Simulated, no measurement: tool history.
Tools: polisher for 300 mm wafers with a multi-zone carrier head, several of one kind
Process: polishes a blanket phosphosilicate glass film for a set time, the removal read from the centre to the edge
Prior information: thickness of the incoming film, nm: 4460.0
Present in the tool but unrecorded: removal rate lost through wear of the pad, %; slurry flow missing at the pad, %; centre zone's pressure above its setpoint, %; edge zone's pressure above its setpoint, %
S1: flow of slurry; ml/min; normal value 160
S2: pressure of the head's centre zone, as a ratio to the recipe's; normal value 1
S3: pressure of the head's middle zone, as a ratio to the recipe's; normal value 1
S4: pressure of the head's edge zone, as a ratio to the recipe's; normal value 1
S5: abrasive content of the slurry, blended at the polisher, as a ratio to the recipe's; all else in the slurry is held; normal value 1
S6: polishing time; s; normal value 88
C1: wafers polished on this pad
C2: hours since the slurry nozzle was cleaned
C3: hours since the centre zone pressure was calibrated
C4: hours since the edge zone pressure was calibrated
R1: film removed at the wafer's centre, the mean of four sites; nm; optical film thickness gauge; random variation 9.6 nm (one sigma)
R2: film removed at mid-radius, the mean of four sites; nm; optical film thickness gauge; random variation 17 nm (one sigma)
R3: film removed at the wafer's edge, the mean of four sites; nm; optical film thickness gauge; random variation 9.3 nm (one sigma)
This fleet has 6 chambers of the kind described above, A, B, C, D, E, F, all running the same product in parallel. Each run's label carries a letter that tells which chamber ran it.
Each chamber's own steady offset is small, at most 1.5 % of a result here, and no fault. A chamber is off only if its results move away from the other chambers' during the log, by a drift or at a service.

| run | hour | S1 | S2 | S3 | S4 | S5 | S6 | C1 | C2 | C3 | C4 | R1 | R2 | R3 |
|---|---|---|---|---|---|---|---|---|---|---|---|---|---|---|
|  | 0.5 | chamber A: worn pad replaced by a new one |
|  | 3.9 | chamber C: worn pad replaced by a new one |
| 1F | 8.4 | 160 | 1 | 1 | 1 | 1 | 88 | 502 | 86.9 | 1070.7 | 1076.6 | 1119.6 | 1149 | 1113.8 |
|  | 8.5 | chamber B: worn pad replaced by a new one |
| 2C | 14.8 | 160 | 1 | 1 | 1 | 1 | 88 | 136 | 24.2 | 810.3 | 192.2 | 1109.5 | 1095 | 1099.1 |
|  | 21.4 | chamber E: slurry nozzle cleaned |
|  | 22.7 | chamber E: worn pad replaced by a new one |
| 3E | 25.6 | 160 | 1 | 1 | 1 | 1 | 88 | 36 | 4.2 | 551.4 | 431 | 1097.1 | 1096.8 | 1107.7 |
|  | 35.8 | chamber F: worn pad replaced by a new one |
| 4B | 36.1 | 160 | 1 | 1 | 1 | 1 | 88 | 342 | 377.7 | 652.6 | 384 | 1109 | 1089 | 1125.4 |
| 5A | 45.8 | 160 | 1 | 1 | 1 | 1 | 88 | 561 | 182.5 | 258 | 221.8 | 1113.7 | 1108 | 1110.7 |
| 6D | 52.2 | 160 | 1 | 1 | 1 | 1 | 88 | 1227 | 297.1 | 372.5 | 444.5 | 1126.9 | 1099.6 | 1096.5 |
|  | 53.4 | chamber E: edge zone pressure recalibrated |
|  | 56.9 | chamber D: worn pad replaced by a new one |
| 7E | 57.4 | 160 | 1 | 1 | 1 | 1 | 88 | 430 | 36 | 583.2 | 4.1 | 1113.5 | 1127.8 | 1097.5 |
| 8F | 62.4 | 160 | 1 | 1 | 1 | 1 | 88 | 330 | 140.9 | 1124.7 | 1130.6 | 1104.9 | 1078.3 | 1121.7 |
|  | 63.4 | chamber B: worn pad replaced by a new one |
|  | 65.8 | chamber A: worn pad replaced by a new one |
| 9D | 71.5 | 160 | 1 | 1.1 | 1 | 0.8 | 88 | 182 | 316.4 | 391.8 | 463.8 | 1010.4 | 1097.2 | 1003 |
| 10A | 78.9 | 160 | 1 | 1.1 | 1 | 0.8 | 88 | 163 | 215.6 | 291.1 | 254.9 | 1006.9 | 1098.8 | 999.82 |
| 11B | 88.2 | 160 | 1 | 1.1 | 1 | 0.8 | 88 | 307 | 429.8 | 704.7 | 436.1 | 1015.4 | 1077.3 | 1006.4 |
|  | 88.6 | chamber E: worn pad replaced by a new one |
|  | 92.6 | chamber A: slurry nozzle cleaned |
| 12C | 93.9 | 160 | 1 | 1.1 | 1 | 0.8 | 88 | 1116 | 103.3 | 889.4 | 271.3 | 998.97 | 1071.5 | 1000.1 |
|  | 96.9 | chamber A: centre zone pressure recalibrated |
| 13D | 101.5 | 160 | 1 | 1.1 | 1 | 0.8 | 88 | 553 | 346.4 | 421.8 | 493.8 | 1013.5 | 1077.7 | 988.13 |
|  | 105.2 | chamber C: worn pad replaced by a new one |
|  | 109.9 | chamber B: edge zone pressure recalibrated |
| 14E | 111.4 | 160 | 1 | 1.1 | 1 | 0.8 | 88 | 283 | 90 | 637.2 | 58.1 | 1010.1 | 1110.9 | 987.59 |
|  | 116.4 | chamber F: worn pad replaced by a new one |
|  | 116.5 | chamber B: worn pad replaced by a new one |
|  | 119.9 | chamber B: slurry nozzle cleaned |
| 15C | 121.2 | 160 | 1 | 1 | 1 | 1 | 88 | 198 | 130.6 | 916.7 | 298.6 | 1122.3 | 1143.2 | 1122.8 |
| 16A | 128.7 | 210 | 1 | 1.08 | 1 | 1 | 88 | 780 | 36.2 | 31.9 | 304.7 | 1175 | 1226.2 | 1141 |
|  | 136.4 | chamber A: worn pad replaced by a new one |
|  | 138.5 | chamber C: centre zone pressure recalibrated |
| 17B | 139.1 | 210 | 1 | 1.08 | 1 | 1 | 88 | 281 | 19.2 | 755.6 | 29.3 | 1169.7 | 1247.8 | 1133.9 |
|  | 149 | chamber E: worn pad replaced by a new one |
| 18F | 149 | 210 | 1 | 1.08 | 1 | 1 | 88 | 405 | 227.5 | 1211.3 | 1217.2 | 1181.1 | 1247.2 | 1140.3 |
|  | 149.3 | chamber D: worn pad replaced by a new one |
| 19B | 157 | 210 | 1 | 1.08 | 1 | 1 | 88 | 503 | 37.1 | 773.5 | 47.2 | 1177.7 | 1244 | 1162.6 |
| 20C | 164.4 | 210 | 1 | 1.08 | 1 | 1 | 88 | 734 | 173.8 | 25.9 | 341.8 | 1162.8 | 1258.2 | 1155 |
| 21F | 174.8 | 210 | 1 | 1.08 | 1 | 1 | 88 | 724 | 253.3 | 1237.1 | 1243 | 1177.1 | 1254.1 | 1152 |
|  | 179.6 | chamber B: worn pad replaced by a new one |
| 22A | 182.4 | 160 | 1 | 1 | 1 | 1 | 88 | 570 | 89.9 | 85.6 | 358.4 | 1127.3 | 1091.7 | 1105 |
| 23D | 190.6 | 160 | 1 | 1 | 1 | 1 | 88 | 511 | 435.5 | 510.9 | 582.9 | 1122.3 | 1118.9 | 1110.1 |
| 24E | 195.9 | 160 | 1 | 1 | 1 | 1 | 88 | 581 | 174.5 | 721.7 | 142.6 | 1123.6 | 1103.1 | 1088.9 |
|  | 196.4 | chamber C: worn pad replaced by a new one |
|  | 198.6 | chamber A: worn pad replaced by a new one |
| 25C | 201.5 | 160 | 1 | 1 | 1 | 1 | 88 | 64 | 210.9 | 63 | 378.9 | 1118.4 | 1110.8 | 1104.2 |
|  | 203.4 | chamber F: worn pad replaced by a new one |
|  | 204.3 | chamber E: worn pad replaced by a new one |
|  | 208.4 | chamber F: centre zone pressure recalibrated |
| 26E | 211.2 | 160 | 1 | 1 | 1 | 1 | 88 | 86 | 189.8 | 737 | 157.9 | 1104 | 1132.5 | 1113.2 |
| 27F | 218.7 | 160 | 1 | 1 | 1 | 1 | 88 | 189 | 297.2 | 10.3 | 1286.9 | 1116.9 | 1125.7 | 1113.7 |
| 28B | 227.5 | 190 | 1 | 1 | 1 | 1 | 68 | 594 | 107.6 | 844 | 117.7 | 896.35 | 882.72 | 869.66 |
| 29A | 238.2 | 190 | 1 | 1 | 1 | 1 | 68 | 491 | 145.7 | 141.4 | 414.2 | 897.76 | 891.23 | 879.57 |
|  | 246.8 | chamber B: worn pad replaced by a new one |
| 30D | 247.9 | 190 | 1 | 1 | 1 | 1 | 68 | 1221 | 492.8 | 568.2 | 640.2 | 886.82 | 881.05 | 875.21 |
| 31B | 253.8 | 190 | 1 | 1 | 1 | 1 | 68 | 87 | 133.9 | 870.3 | 144 | 903.92 | 893.72 | 879.05 |
|  | 260.4 | chamber E: worn pad replaced by a new one |
|  | 260.8 | chamber D: worn pad replaced by a new one |
| 32E | 260.9 | 190 | 1 | 1 | 1 | 1 | 68 | 7 | 239.5 | 786.7 | 207.6 | 879.94 | 870 | 863.03 |
| 33C | 267.1 | 190 | 1 | 1 | 1 | 1 | 68 | 877 | 276.5 | 128.6 | 444.5 | 876.25 | 895.17 | 865.77 |
|  | 269 | chamber A: worn pad replaced by a new one |
| 34D | 273.3 | 160 | 1 | 1 | 0.96 | 1 | 88 | 155 | 518.2 | 593.6 | 665.6 | 1102.2 | 1122.5 | 1090.8 |
|  | 274.3 | chamber F: worn pad replaced by a new one |
| 35A | 280.7 | 160 | 1 | 1 | 0.96 | 1 | 88 | 145 | 188.2 | 183.9 | 456.7 | 1127.2 | 1102.8 | 1077.3 |
| 36F | 286.9 | 160 | 1 | 1 | 0.96 | 1 | 88 | 156 | 365.4 | 78.5 | 1355.1 | 1115.9 | 1111.9 | 1098.4 |
|  | 288.3 | chamber C: worn pad replaced by a new one |
| 37C | 292.9 | 160 | 1 | 1 | 0.96 | 1 | 88 | 57 | 302.3 | 154.4 | 470.3 | 1091.9 | 1108.4 | 1066.8 |

Next, all 6 chambers run the settings below, one line each with question marks for the results. What does each chamber give?
| 38A | 300.9 | 160 | 1 | 1 | 1 | 1 | 88 |  |  |  |  | ? | ? | ? |
| 38B | 300.9 | 160 | 1 | 1 | 1 | 1 | 88 |  |  |  |  | ? | ? | ? |
| 38C | 300.9 | 160 | 1 | 1 | 1 | 1 | 88 |  |  |  |  | ? | ? | ? |
| 38D | 300.9 | 160 | 1 | 1 | 1 | 1 | 88 |  |  |  |  | ? | ? | ? |
| 38E | 300.9 | 160 | 1 | 1 | 1 | 1 | 88 |  |  |  |  | ? | ? | ? |
| 38F | 300.9 | 160 | 1 | 1 | 1 | 1 | 88 |  |  |  |  | ? | ? | ? |

| run | R1 | R2 | R3 |
|---|---|---|---|
| 38A | 1113 | 1107.8 | 1118.6 |
| 38B | 1123.6 | 1115.3 | 1102.7 |
| 38C | 1110.1 | 1109.9 | 1117.2 |
| 38D | 1113.4 | 1104.8 | 1104.6 |
| 38E | 1115.2 | 1112.6 | 1077 |
| 38F | 1108.2 | 1099.6 | 1100.6 |
